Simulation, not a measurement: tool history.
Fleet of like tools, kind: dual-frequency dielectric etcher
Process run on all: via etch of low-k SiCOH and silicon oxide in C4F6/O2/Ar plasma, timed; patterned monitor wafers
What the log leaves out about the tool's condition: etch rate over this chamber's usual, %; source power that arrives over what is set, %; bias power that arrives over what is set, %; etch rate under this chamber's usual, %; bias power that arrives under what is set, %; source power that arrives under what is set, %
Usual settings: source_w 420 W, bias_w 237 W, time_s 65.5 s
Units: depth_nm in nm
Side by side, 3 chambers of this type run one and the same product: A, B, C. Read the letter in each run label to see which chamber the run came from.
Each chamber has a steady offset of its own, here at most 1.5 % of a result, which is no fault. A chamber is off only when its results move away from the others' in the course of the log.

run   hour  source_w  bias_w  time_s  hours since the last wet clean  hours since the last source power generator calibration  hours since the last bias power generator calibration  read-back reference wafer on the same gauge, depth_nm  depth_nm
 1C    9.1       420     237    65.5                           294.9                                                   2195.9                                                 1509.3                                                 198.92    190.84
 2B   16.8       420     237    65.5                            59.5                                                   3027.8                                                  449.2                                                 199.04    189.26
 3A   26.7       420     237    65.5                           152.5                                                    975.9                                                 3648.3                                                 199.05    193.15
 4C   35.2       420     237    65.5                             321                                                     2222                                                 1535.4                                                    199    190.23
 5A   43.4       420     237    65.5                           169.2                                                    992.6                                                   3665                                                 199.08    192.87
 6B   50.2       420     237    65.5                            92.9                                                   3061.2                                                  482.6                                                 199.04    189.93
 7C   64.9       420     237    65.5                           350.7                                                   2251.7                                                 1565.1                                                 198.91    190.82
 8A   77.7       340     237      58                           203.5                                                   1026.9                                                 3699.3                                                 198.92    157.11
 9B   89.8       340     237      58                           132.5                                                   3100.8                                                  522.2                                                 198.93    154.35
10A  102.1       340     237      58                           227.9                                                   1051.3                                                 3723.7                                                  198.9    157.11
11B  109.8       420     237    65.5                           152.5                                                   3120.8                                                  542.2                                                 199.04    188.26
12C  120.1       420     237    65.5                           405.9                                                   2306.9                                                 1620.3                                                 199.04    191.14
13A  131.8       420     237    65.5                           257.6                                                     1081                                                 3753.4                                                 198.76    192.49
14B  145.9       340     203    65.5                           188.6                                                   3156.9                                                  578.3                                                    199    164.97
     150.7  -- chamber C: wet clean of the chamber
15C  160.9       340     203    65.5                            10.2                                                   2347.7                                                 1661.1                                                 198.87    166.54
16C  170.2       340     203    65.5                            19.5                                                     2357                                                 1670.4                                                 198.98    167.08
17A  179.4       420     237    65.5                           305.2                                                   1128.6                                                   3801                                                 198.91    192.72
18B  189.5       420     237    65.5                           232.2                                                   3200.5                                                  621.9                                                 199.05    188.81
19A    198       420     237    65.5                           323.8                                                   1147.2                                                 3819.6                                                 199.01    191.62
20B  212.4       420     237    65.5                           255.1                                                   3223.4                                                  644.8                                                 198.98    186.73
21C  226.1       420     237    65.5                            75.4                                                   2412.9                                                 1726.3                                                 199.13    190.69
22C  238.9       420     237    65.5                            88.2                                                   2425.7                                                 1739.1                                                 198.96    190.96
23B  253.7       420     237    65.5                           296.4                                                   3264.7                                                  686.1                                                 198.94    188.09
24A  261.8       420     237    65.5                           387.6                                                     1211                                                 3883.4                                                 198.87    193.61
25A  270.9       420     237    65.5                           396.7                                                   1220.1                                                 3892.5                                                 198.96    192.64
26B  283.9       420     237    65.5                           326.6                                                   3294.9                                                  716.3                                                 198.88    186.77
27C  295.1       420     237    65.5                           144.4                                                   2481.9                                                 1795.3                                                 198.87    190.81
28A  302.5       420     237    65.5                           428.3                                                   1251.7                                                 3924.1                                                 198.92    191.79
29C  312.9       420     237    65.5                           162.2                                                   2499.7                                                 1813.1                                                 198.97    190.88
30B  326.7       420     237    65.5                           369.4                                                   3337.7                                                  759.1                                                 198.93    186.85
     334.5  -- chamber A: wet clean of the chamber
31A  339.9       420     237    65.5                             5.5                                                   1289.1                                                 3961.5                                                 199.08    191.76

Next, every chamber runs the same settings. What will each give?
32A  350.9       470     237    65.5                                                                                                                                                                                                                ?
32B  350.9       470     237    65.5                                                                                                                                                                                                                ?
32C  350.9       470     237    65.5                                                                                                                                                                                                                ?

run  depth_nm
32A    201.54
32B    194.68
32C    198.66
